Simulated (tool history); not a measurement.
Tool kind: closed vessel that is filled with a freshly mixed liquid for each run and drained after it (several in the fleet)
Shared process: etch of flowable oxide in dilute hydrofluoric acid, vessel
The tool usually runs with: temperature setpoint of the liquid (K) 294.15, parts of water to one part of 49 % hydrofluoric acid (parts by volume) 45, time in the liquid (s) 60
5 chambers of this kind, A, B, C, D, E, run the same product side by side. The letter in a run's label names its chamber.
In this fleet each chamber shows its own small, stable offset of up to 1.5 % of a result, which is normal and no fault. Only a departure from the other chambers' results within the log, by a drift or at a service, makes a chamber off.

run	day	temperature setpoint of the liquid (K)	parts of water to one part of 49 % hydrofluoric acid (parts by volume)	time in the liquid (s)	hours since the thermometer was replaced	hours since the hydrofluoric acid flow meter was replaced	read-back film thickness of the flowable oxide reference wafer, read on the same gauge (nm)	thickness taken off the flowable oxide on a monitor wafer (angstrom)
1C	0.592	294.15	45	60	2258.4	623.6	149.99	462.26
2B	0.992	294.15	45	60	1130.1	1435.0	150.00	468.34
3A	1.638	294.15	45	60	2595.1	431.5	150.03	464.79
4E	2.125	294.15	45	60	363.6	149.9	149.96	469.51
5D	2.604	294.15	45	60	1080.2	321.7	150.00	478.03
6B	3.088	294.15	45	60	1180.4	1485.3	149.97	466.35
7E	3.700	294.15	45	60	401.4	187.7	150.02	471.15
8D	4.092	294.15	45	60	1115.9	357.4	149.96	472.86
9C	4.492	294.15	30	90	2352.0	717.2	149.97	1071.30
10A	4.975	294.15	30	90	2675.2	511.6	150.00	1070.60
11B	5.408	294.15	30	90	1236.1	1541.0	149.96	1075.40
# day 5.575: chamber A: hydrofluoric acid flow meter replaced
12C	5.775	294.15	30	90	2382.8	748.0	150.05	1084.90
# day 5.971: chamber B: thermometer replaced
# day 6.104: chamber C: hydrofluoric acid flow meter replaced
13A	6.196	294.15	30	90	2704.5	14.9	150.01	1067.10
14E	6.533	294.15	45	60	469.4	255.7	150.01	475.26
15D	7.138	298.65	45	60	1189.0	430.5	149.98	565.63
16C	7.525	298.65	45	60	2424.8	34.2	149.98	556.48
17B	8.138	298.65	45	60	52.1	1606.5	150.01	554.10
18D	8.608	298.65	45	60	1224.3	465.8	149.95	565.37
19A	9.125	298.65	45	60	2774.8	85.2	150.02	562.24
20E	9.592	294.15	45	70	542.8	329.1	149.94	568.10
# day 9.904: chamber A: thermometer replaced
21C	10.138	294.15	45	70	2487.5	96.9	149.99	539.21
22D	10.512	294.15	45	70	1270.0	511.5	150.06	544.15
23B	11.125	294.15	45	70	123.8	1678.2	149.97	536.10
24E	11.483	294.15	45	70	588.2	374.5	150.00	574.80
25A	11.821	294.15	45	60	46.1	149.9	149.96	461.56
26B	12.446	294.15	45	60	155.5	1709.9	149.99	472.60
# day 12.754: chamber D: hydrofluoric acid flow meter replaced
27C	12.767	294.15	45	60	2550.6	160.0	150.02	461.16
28E	13.333	294.15	45	60	632.6	418.9	150.01	479.87
29D	13.846	294.15	45	60	1350.0	26.3	150.00	473.46
30A	14.475	294.15	45	60	109.8	213.6	149.98	463.56
31B	14.925	294.15	45	60	215.0	1769.4	150.00	465.18
32A	15.492	294.15	45	60	134.2	238.0	150.05	461.75
33E	15.892	294.15	45	60	694.0	480.3	149.96	501.09
34D	16.433	294.15	45	60	1412.1	88.4	149.96	474.71
35C	16.821	294.15	45	60	2647.9	257.3	150.00	468.63
36A	17.171	294.15	45	60	174.5	278.3	149.97	461.24
37C	17.779	297.65	40	60	2670.9	280.3	150.06	607.97
38E	18.221	297.65	40	60	749.9	536.2	150.00	661.65
39B	18.733	297.65	40	60	306.4	1860.8	150.02	604.45

For the next run the whole fleet of 5 chambers uses the same settings. Give each chamber's results:
40A	19.196	294.15	45	30				?
40B	19.196	294.15	45	30				?
40C	19.196	294.15	45	30				?
40D	19.196	294.15	45	30				?
40E	19.196	294.15	45	30				?

run	thickness taken off the flowable oxide on a monitor wafer (angstrom)
40A	231.52
40B	232.50
40C	230.11
40D	237.44
40E	251.79
